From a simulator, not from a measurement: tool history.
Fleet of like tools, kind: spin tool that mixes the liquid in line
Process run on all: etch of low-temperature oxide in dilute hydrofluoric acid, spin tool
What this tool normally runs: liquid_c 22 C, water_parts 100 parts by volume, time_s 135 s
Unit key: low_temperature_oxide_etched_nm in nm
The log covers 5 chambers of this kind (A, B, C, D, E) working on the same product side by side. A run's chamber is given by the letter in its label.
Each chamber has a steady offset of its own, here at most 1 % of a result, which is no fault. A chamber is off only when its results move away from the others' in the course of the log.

run	hour	liquid_c	water_parts	time_s	hours since the thermometer was replaced	hours since the hydrofluoric acid flow meter was replaced	read-back film thickness of the low-temperature oxide reference wafer, read on the same gauge (nm)	low_temperature_oxide_etched_nm
1B	11.2	22	100	135	230.3	769.5	149.98	29.874
2C	25.3	22	100	135	603.9	480.1	150.01	30.344
# hour 33.6: chamber B: hydrofluoric acid flow meter replaced
3A	35.3	22	100	135	1027.2	640.9	149.98	30.05
4D	49.1	22	100	135	59.3	239.2	150	30.205
5E	61.5	18	75	135	1191.8	1011.8	150.02	35.45
# hour 66.6: chamber C: hydrofluoric acid flow meter replaced
6A	73.6	18	75	135	1065.5	679.2	149.99	35.146
7E	83.5	18	75	135	1213.8	1033.8	150.01	35.247
# hour 90.1: chamber A: thermometer replaced
8B	95.2	18	75	135	314.3	61.6	149.99	34.865
9D	104.2	18	75	135	114.4	294.3	150	34.955
10C	112.4	22	100	135	691	45.8	149.99	29.919
11B	125	22	100	135	344.1	91.4	150.03	29.667
12A	132.5	22	100	135	42.5	738.1	150.01	30.789
13C	144.3	22	100	135	722.9	77.7	150	30.452
14D	152	22	100	135	162.2	342.1	149.97	30.18
15E	162.9	22	100	135	1293.2	1113.2	150	30.363
16A	172.9	22	100	135	82.9	778.5	150.01	31.294
17C	185.5	22	100	135	764.1	118.9	149.99	30.029
18D	199.7	22	100	135	209.9	389.8	150	29.792
19E	210	22	100	135	1340.3	1160.3	149.99	30.316
20B	223.2	22	100	135	442.3	189.6	149.99	30.014
21D	232.8	25.5	55	135	243	422.9	149.99	66.073
22E	239.9	25.5	55	135	1370.2	1190.2	149.99	67.429
23A	248.6	25.5	55	135	158.6	854.2	150.01	71.005
24C	262.8	25.5	55	135	841.4	196.2	150	66.473
25B	277.1	25.5	55	135	496.2	243.5	150.01	66.612
26C	290.4	22	100	135	869	223.8	150	30.081
27E	304.2	25.5	120	135	1434.5	1254.5	150	28.146
28B	314.1	25.5	120	135	533.2	280.5	149.99	28.024
29D	325.7	25.5	120	135	335.9	515.8	150.03	28.03
30A	336.5	25.5	120	135	246.5	942.1	150.02	30.327
# hour 339.5: chamber D: hydrofluoric acid flow meter replaced
31B	349.4	25.5	120	135	568.5	315.8	150.02	27.918
32E	359.9	25.5	75	135	1490.2	1310.2	150	48.701
33D	371.3	25.5	75	135	381.5	31.8	150	47.274
34C	382.2	25.5	75	135	960.8	315.6	149.97	47.883
35A	389.1	25.5	75	135	299.1	994.7	150.02	52.385

Each of the 5 chambers runs these same settings next. Fill in every chamber's results:
36A	400	22	100	135				?
36B	400	22	100	135				?
36C	400	22	100	135				?
36D	400	22	100	135				?
36E	400	22	100	135				?

run	low_temperature_oxide_etched_nm
36A	33.113
36B	30.336
36C	30.104
36D	29.701
36E	30.589
